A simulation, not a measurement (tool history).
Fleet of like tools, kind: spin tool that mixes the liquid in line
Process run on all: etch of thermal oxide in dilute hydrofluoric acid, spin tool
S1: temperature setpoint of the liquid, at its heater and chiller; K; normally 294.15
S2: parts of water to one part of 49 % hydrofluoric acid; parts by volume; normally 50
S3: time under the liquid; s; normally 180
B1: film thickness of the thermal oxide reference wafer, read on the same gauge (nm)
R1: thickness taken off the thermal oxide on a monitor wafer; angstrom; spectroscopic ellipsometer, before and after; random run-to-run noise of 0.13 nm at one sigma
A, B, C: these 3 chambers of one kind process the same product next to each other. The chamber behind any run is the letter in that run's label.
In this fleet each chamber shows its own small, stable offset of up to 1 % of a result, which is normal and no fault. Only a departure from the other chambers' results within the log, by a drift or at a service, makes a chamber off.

{"run": "1B", "hour": 6.4, "S1": 294.15, "S2": 50, "S3": 180, "B1": 49.993, "R1": 156.4}
{"run": "2C", "hour": 11.9, "S1": 294.15, "S2": 50, "S3": 180, "B1": 49.982, "R1": 152.24}
{"run": "3A", "hour": 22.9, "S1": 294.15, "S2": 50, "S3": 180, "B1": 50.007, "R1": 156.36}
{"run": "4A", "hour": 33.4, "S1": 294.15, "S2": 50, "S3": 180, "B1": 49.985, "R1": 155.28}
{"run": "5C", "hour": 42.2, "S1": 294.15, "S2": 50, "S3": 180, "B1": 50.002, "R1": 155.18}
{"run": "6B", "hour": 50.7, "S1": 294.15, "S2": 50, "S3": 180, "B1": 50.008, "R1": 157.03}
{"run": "7A", "hour": 61.7, "S1": 294.15, "S2": 50, "S3": 180, "B1": 50.007, "R1": 154.92}
{"run": "8B", "hour": 70.1, "S1": 294.15, "S2": 50, "S3": 180, "B1": 49.993, "R1": 156.25}
{"run": "9C", "hour": 81.6, "S1": 294.15, "S2": 25, "S3": 140, "B1": 49.975, "R1": 251.24}
{"run": "10B", "hour": 88.9, "S1": 294.15, "S2": 25, "S3": 140, "B1": 49.992, "R1": 250.72}
{"run": "11C", "hour": 99.8, "S1": 294.15, "S2": 25, "S3": 140, "B1": 49.978, "R1": 243.75}
{"run": "12A", "hour": 111.5, "S1": 294.15, "S2": 50, "S3": 180, "B1": 50.0, "R1": 156.79}
{"run": "13B", "hour": 116.9, "S1": 294.15, "S2": 65, "S3": 180, "B1": 50.005, "R1": 117.8}
{"hour": 125.9, "done": "chamber B: hydrofluoric acid flow meter replaced"}
{"run": "14A", "hour": 126.8, "S1": 294.15, "S2": 65, "S3": 180, "B1": 50.009, "R1": 116.31}
{"run": "15C", "hour": 137.8, "S1": 294.15, "S2": 65, "S3": 180, "B1": 50.002, "R1": 117.26}
{"run": "16A", "hour": 144.5, "S1": 294.15, "S2": 50, "S3": 180, "B1": 50.023, "R1": 157.72}
{"run": "17B", "hour": 151.7, "S1": 294.15, "S2": 50, "S3": 180, "B1": 50.007, "R1": 157.5}
{"run": "18C", "hour": 162.6, "S1": 294.15, "S2": 50, "S3": 180, "B1": 50.012, "R1": 155.08}
{"run": "19A", "hour": 168.3, "S1": 294.15, "S2": 50, "S3": 180, "B1": 49.995, "R1": 155.84}
{"run": "20C", "hour": 174.0, "S1": 294.15, "S2": 50, "S3": 180, "B1": 49.996, "R1": 157.59}
{"run": "21B", "hour": 183.1, "S1": 294.15, "S2": 50, "S3": 180, "B1": 50.002, "R1": 155.13}
{"run": "22A", "hour": 189.6, "S1": 294.15, "S2": 50, "S3": 180, "B1": 49.989, "R1": 157.79}
{"run": "23B", "hour": 198.3, "S1": 294.15, "S2": 50, "S3": 180, "B1": 49.985, "R1": 155.67}
{"run": "24C", "hour": 206.4, "S1": 294.15, "S2": 50, "S3": 180, "B1": 50.02, "R1": 155.25}
{"run": "25B", "hour": 212.8, "S1": 294.15, "S2": 50, "S3": 180, "B1": 50.006, "R1": 155.92}
{"run": "26A", "hour": 220.8, "S1": 294.15, "S2": 50, "S3": 180, "B1": 50.002, "R1": 154.7}
{"run": "27C", "hour": 228.8, "S1": 294.15, "S2": 50, "S3": 180, "B1": 49.997, "R1": 153.88}
{"run": "28B", "hour": 238.7, "S1": 294.15, "S2": 50, "S3": 180, "B1": 50.001, "R1": 158.58}
{"run": "29C", "hour": 247.9, "S1": 294.15, "S2": 50, "S3": 180, "B1": 49.964, "R1": 154.47}
{"run": "30A", "hour": 253.1, "S1": 294.15, "S2": 50, "S3": 180, "B1": 49.992, "R1": 153.98}
{"run": "31C", "hour": 261.2, "S1": 296.65, "S2": 60, "S3": 180, "B1": 50.002, "R1": 139.81}
{"run": "32A", "hour": 272.5, "S1": 296.65, "S2": 60, "S3": 180, "B1": 50.006, "R1": 143.61}
{"run": "33B", "hour": 281.8, "S1": 296.65, "S2": 60, "S3": 180, "B1": 49.995, "R1": 144.42}
{"run": "34C", "hour": 291.3, "S1": 294.15, "S2": 50, "S3": 180, "B1": 50.021, "R1": 154.24}
{"run": "35A", "hour": 301.6, "S1": 294.15, "S2": 50, "S3": 180, "B1": 49.998, "R1": 156.06}
{"run": "36B", "hour": 311.6, "S1": 294.15, "S2": 50, "S3": 180, "B1": 50.009, "R1": 157.14}
{"run": "37B", "hour": 322.4, "S1": 294.15, "S2": 50, "S3": 180, "B1": 49.999, "R1": 158.65}
{"run": "38C", "hour": 329.6, "S1": 294.15, "S2": 50, "S3": 180, "B1": 50.003, "R1": 156.2}
{"run": "39A", "hour": 341.0, "S1": 294.15, "S2": 50, "S3": 180, "B1": 50.008, "R1": 154.56}
{"run": "40B", "hour": 349.5, "S1": 294.15, "S2": 50, "S3": 180, "B1": 50.0, "R1": 156.66}
{"run": "41A", "hour": 359.6, "S1": 294.15, "S2": 50, "S3": 180, "B1": 49.976, "R1": 155.35}
{"run": "42C", "hour": 370.6, "S1": 294.15, "S2": 50, "S3": 180, "B1": 49.982, "R1": 155.29}
{"run": "43B", "hour": 380.2, "S1": 294.15, "S2": 50, "S3": 180, "B1": 50.007, "R1": 156.07}

Each of the 3 chambers runs these same settings next. Fill in every chamber's results:
{"run": "44A", "hour": 388.5, "S1": 294.15, "S2": 65, "S3": 180, "R1": "?"}
{"run": "44B", "hour": 388.5, "S1": 294.15, "S2": 65, "S3": 180, "R1": "?"}
{"run": "44C", "hour": 388.5, "S1": 294.15, "S2": 65, "S3": 180, "R1": "?"}

run=44A R1=117.92
run=44B R1=119.12
run=44C R1=119.25
